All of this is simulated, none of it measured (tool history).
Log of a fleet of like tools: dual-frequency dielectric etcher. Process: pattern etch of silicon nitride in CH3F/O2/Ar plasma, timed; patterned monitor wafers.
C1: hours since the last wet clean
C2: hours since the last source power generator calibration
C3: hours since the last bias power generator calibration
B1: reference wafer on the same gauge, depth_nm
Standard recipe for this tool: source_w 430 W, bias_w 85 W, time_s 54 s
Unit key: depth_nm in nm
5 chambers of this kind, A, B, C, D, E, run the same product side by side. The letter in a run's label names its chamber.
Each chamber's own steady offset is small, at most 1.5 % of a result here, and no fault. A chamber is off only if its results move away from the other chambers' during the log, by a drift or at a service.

run 1B hour=5.1 | source_w=430 bias_w=85 time_s=54 | C1=119.2 C2=557.8 C3=2905.0 | B1=47.570 | depth_nm=40.660
run 2E hour=11.2 | source_w=430 bias_w=85 time_s=54 | C1=218.7 C2=1214.7 C3=411.3 | B1=47.515 | depth_nm=40.911
run 3D hour=16.0 | source_w=430 bias_w=85 time_s=54 | C1=236.1 C2=1793.1 C3=189.3 | B1=47.476 | depth_nm=41.013
run 4C hour=21.4 | source_w=430 bias_w=85 time_s=54 | C1=475.4 C2=2381.5 C3=78.0 | B1=47.451 | depth_nm=41.073
run 5A hour=24.3 | source_w=430 bias_w=85 time_s=54 | C1=163.0 C2=573.7 C3=396.2 | B1=47.483 | depth_nm=41.334
run 6D hour=30.6 | source_w=430 bias_w=85 time_s=54 | C1=250.7 C2=1807.7 C3=203.9 | B1=47.496 | depth_nm=40.994
run 7C hour=34.8 | source_w=430 bias_w=85 time_s=54 | C1=488.8 C2=2394.9 C3=91.4 | B1=47.531 | depth_nm=40.761
run 8B hour=37.9 | source_w=430 bias_w=85 time_s=54 | C1=152.0 C2=590.6 C3=2937.8 | B1=47.437 | depth_nm=40.738
run 9A hour=42.4 | source_w=430 bias_w=85 time_s=54 | C1=181.1 C2=591.8 C3=414.3 | B1=47.465 | depth_nm=41.635
run 10E hour=45.4 | source_w=370 bias_w=85 time_s=54 | C1=252.9 C2=1248.9 C3=445.5 | B1=47.505 | depth_nm=38.511
run 11B hour=49.8 | source_w=370 bias_w=85 time_s=54 | C1=163.9 C2=602.5 C3=2949.7 | B1=47.524 | depth_nm=38.324
run 12E hour=54.1 | source_w=370 bias_w=85 time_s=54 | C1=261.6 C2=1257.6 C3=454.2 | B1=47.505 | depth_nm=38.889
run 13C hour=59.9 | source_w=370 bias_w=85 time_s=54 | C1=513.9 C2=2420.0 C3=116.5 | B1=47.472 | depth_nm=38.792
run 14A hour=65.4 | source_w=370 bias_w=85 time_s=54 | C1=204.1 C2=614.8 C3=437.3 | B1=47.490 | depth_nm=38.711
run 15D hour=71.4 | source_w=380 bias_w=96 time_s=54 | C1=291.5 C2=1848.5 C3=244.7 | B1=47.501 | depth_nm=40.736
run 16C hour=77.7 | source_w=380 bias_w=96 time_s=54 | C1=531.7 C2=2437.8 C3=134.3 | B1=47.492 | depth_nm=41.262
run 17B hour=83.6 | source_w=380 bias_w=96 time_s=54 | C1=197.7 C2=636.3 C3=2983.5 | B1=47.543 | depth_nm=40.613
run 18A hour=88.4 | source_w=380 bias_w=96 time_s=54 | C1=227.1 C2=637.8 C3=460.3 | B1=47.562 | depth_nm=41.306
run 19D hour=91.7 | source_w=380 bias_w=96 time_s=54 | C1=311.8 C2=1868.8 C3=265.0 | B1=47.483 | depth_nm=40.519
-- hour=96.6 chamber C: wet clean of the chamber
run 20E hour=97.3 | source_w=430 bias_w=85 time_s=54 | C1=304.8 C2=1300.8 C3=497.4 | B1=47.503 | depth_nm=41.110
run 21A hour=101.8 | source_w=430 bias_w=85 time_s=54 | C1=240.5 C2=651.2 C3=473.7 | B1=47.470 | depth_nm=41.546
run 22E hour=106.9 | source_w=430 bias_w=85 time_s=54 | C1=314.4 C2=1310.4 C3=507.0 | B1=47.524 | depth_nm=41.135
run 23B hour=110.6 | source_w=430 bias_w=85 time_s=54 | C1=224.7 C2=663.3 C3=3010.5 | B1=47.482 | depth_nm=40.784
run 24C hour=115.2 | source_w=530 bias_w=85 time_s=40 | C1=18.6 C2=2475.3 C3=171.8 | B1=47.482 | depth_nm=32.851
run 25D hour=118.4 | source_w=530 bias_w=85 time_s=40 | C1=338.5 C2=1895.5 C3=291.7 | B1=47.475 | depth_nm=32.446
run 26D hour=124.7 | source_w=530 bias_w=85 time_s=40 | C1=344.8 C2=1901.8 C3=298.0 | B1=47.513 | depth_nm=32.271
run 27C hour=128.6 | source_w=530 bias_w=85 time_s=40 | C1=32.0 C2=2488.7 C3=185.2 | B1=47.514 | depth_nm=32.910
run 28A hour=133.2 | source_w=530 bias_w=85 time_s=40 | C1=271.9 C2=682.6 C3=505.1 | B1=47.518 | depth_nm=33.366
run 29E hour=138.7 | source_w=430 bias_w=85 time_s=54 | C1=346.2 C2=1342.2 C3=538.8 | B1=47.479 | depth_nm=40.885
run 30B hour=143.9 | source_w=430 bias_w=85 time_s=54 | C1=258.0 C2=696.6 C3=3043.8 | B1=47.510 | depth_nm=40.999
run 31D hour=149.7 | source_w=430 bias_w=85 time_s=54 | C1=369.8 C2=1926.8 C3=323.0 | B1=47.487 | depth_nm=39.950
run 32C hour=155.5 | source_w=500 bias_w=85 time_s=54 | C1=58.9 C2=2515.6 C3=212.1 | B1=47.504 | depth_nm=43.601
run 33A hour=159.2 | source_w=500 bias_w=85 time_s=54 | C1=297.9 C2=708.6 C3=531.1 | B1=47.500 | depth_nm=43.759
run 34E hour=165.4 | source_w=500 bias_w=85 time_s=54 | C1=372.9 C2=1368.9 C3=565.5 | B1=47.470 | depth_nm=43.445
run 35B hour=169.4 | source_w=500 bias_w=85 time_s=54 | C1=283.5 C2=722.1 C3=3069.3 | B1=47.508 | depth_nm=43.312
run 36E hour=174.4 | source_w=500 bias_w=85 time_s=54 | C1=381.9 C2=1377.9 C3=574.5 | B1=47.506 | depth_nm=43.376
run 37B hour=178.7 | source_w=370 bias_w=98 time_s=54 | C1=292.8 C2=731.4 C3=3078.6 | B1=47.454 | depth_nm=40.250
run 38A hour=183.4 | source_w=370 bias_w=98 time_s=54 | C1=322.1 C2=732.8 C3=555.3 | B1=47.490 | depth_nm=41.322
run 39C hour=189.6 | source_w=370 bias_w=98 time_s=54 | C1=93.0 C2=2549.7 C3=246.2 | B1=47.426 | depth_nm=40.882
run 40D hour=193.4 | source_w=370 bias_w=98 time_s=54 | C1=413.5 C2=1970.5 C3=366.7 | B1=47.493 | depth_nm=39.688
run 41A hour=199.9 | source_w=370 bias_w=98 time_s=54 | C1=338.6 C2=749.3 C3=571.8 | B1=47.577 | depth_nm=41.343
run 42C hour=206.1 | source_w=430 bias_w=85 time_s=54 | C1=109.5 C2=2566.2 C3=262.7 | B1=47.468 | depth_nm=40.698

Next, every chamber runs the same settings. What will each give?
run 43A hour=210.8 | source_w=430 bias_w=85 time_s=45 | depth_nm=?
run 43B hour=210.8 | source_w=430 bias_w=85 time_s=45 | depth_nm=?
run 43C hour=210.8 | source_w=430 bias_w=85 time_s=45 | depth_nm=?
run 43D hour=210.8 | source_w=430 bias_w=85 time_s=45 | depth_nm=?
run 43E hour=210.8 | source_w=430 bias_w=85 time_s=45 | depth_nm=?

run=43A depth_nm=34.463
run=43B depth_nm=34.116
run=43C depth_nm=34.231
run=43D depth_nm=32.821
run=43E depth_nm=33.983
